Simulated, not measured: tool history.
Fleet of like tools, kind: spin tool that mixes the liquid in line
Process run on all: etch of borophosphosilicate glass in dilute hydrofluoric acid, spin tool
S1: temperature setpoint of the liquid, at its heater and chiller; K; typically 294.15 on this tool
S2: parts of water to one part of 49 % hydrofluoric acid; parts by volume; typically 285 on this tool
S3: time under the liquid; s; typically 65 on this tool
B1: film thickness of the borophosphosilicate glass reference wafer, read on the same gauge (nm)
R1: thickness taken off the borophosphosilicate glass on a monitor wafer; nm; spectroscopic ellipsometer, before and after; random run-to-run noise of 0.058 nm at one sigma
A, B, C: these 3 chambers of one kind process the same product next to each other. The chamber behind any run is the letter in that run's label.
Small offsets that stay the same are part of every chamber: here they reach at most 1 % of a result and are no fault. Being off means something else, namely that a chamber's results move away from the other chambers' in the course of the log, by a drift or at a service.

run,hour,S1,S2,S3,B1,R1
1C,10.6,294.15,285,65,70.023,6.1175
2A,22.7,294.15,285,65,69.964,5.9672
3B,34.5,294.15,285,65,69.971,5.9707
4A,44.6,294.15,285,65,69.994,5.8936
5B,51.5,294.15,285,65,70.029,6.0779
6C,58.2,294.15,285,65,69.999,5.9852
# hour 59.5: chamber A: hydrofluoric acid flow meter replaced
7A,69.9,294.15,285,65,69.976,5.9576
8B,78.8,294.15,285,65,70.016,6.0483
9C,89,294.15,285,65,70.005,5.9803
10B,100.4,294.15,285,65,69.984,5.9548
11C,113.5,297.15,285,50,69.989,5.1362
12A,122.4,297.15,285,50,70.007,5.0584
13C,130.1,297.15,285,50,70.008,5.1266
14A,136.8,294.15,285,65,70.006,5.8921
15B,144.8,294.15,285,65,70.004,6.0279
16A,151.9,294.15,285,65,69.975,5.8944
17B,164.5,294.15,285,65,69.981,5.9408
18C,172,294.15,285,65,69.987,5.9553
19B,178.7,294.15,375,55,70.027,3.6165
20A,185.1,294.15,375,55,69.97,3.5063
21C,193,294.15,375,55,69.977,3.4795
22C,203.7,294.15,285,65,70.008,5.9407
23B,214.9,294.15,285,65,70.007,6.0617
24A,227.5,294.15,285,65,69.985,5.9496
25B,239.6,294.15,285,65,69.958,6.0448
26A,253.1,294.15,285,65,69.997,6.0379
27C,263.2,294.15,285,65,70.042,5.7613
28C,277.4,294.15,285,65,69.996,5.8701
29B,288,294.15,285,65,70.004,6.0621
30A,301.5,294.15,285,65,69.992,5.9552
31B,308.3,294.15,285,65,69.99,5.9606
32C,315.8,294.15,285,65,70.017,5.715
33A,323.8,294.15,285,65,69.975,5.9834
34A,335.2,294.15,285,65,69.99,5.9427
35B,343.9,294.15,285,65,70.025,6.0575
# hour 351.4: chamber A: thermometer replaced
36C,354.3,294.15,285,65,69.962,5.6736
37A,362.8,294.15,285,65,69.996,5.9367
38C,373.9,294.15,285,65,70.017,5.6551
39B,381.3,294.15,285,65,70.002,6.0426
40B,392.2,294.15,285,65,69.987,6.1798
41C,403.2,294.15,285,65,69.997,5.5699
42A,414.9,294.15,285,65,69.997,5.872
43C,424.8,294.15,285,65,69.991,5.5732
44B,432.8,298.15,165,65,70.02,13.695

The same settings go to every chamber for the next run, one line per chamber below. Forecast the results for each:
45A,443,294.15,285,95,,?
45B,443,294.15,285,95,,?
45C,443,294.15,285,95,,?

run,R1
45A,8.6846
45B,8.7587
45C,8.287

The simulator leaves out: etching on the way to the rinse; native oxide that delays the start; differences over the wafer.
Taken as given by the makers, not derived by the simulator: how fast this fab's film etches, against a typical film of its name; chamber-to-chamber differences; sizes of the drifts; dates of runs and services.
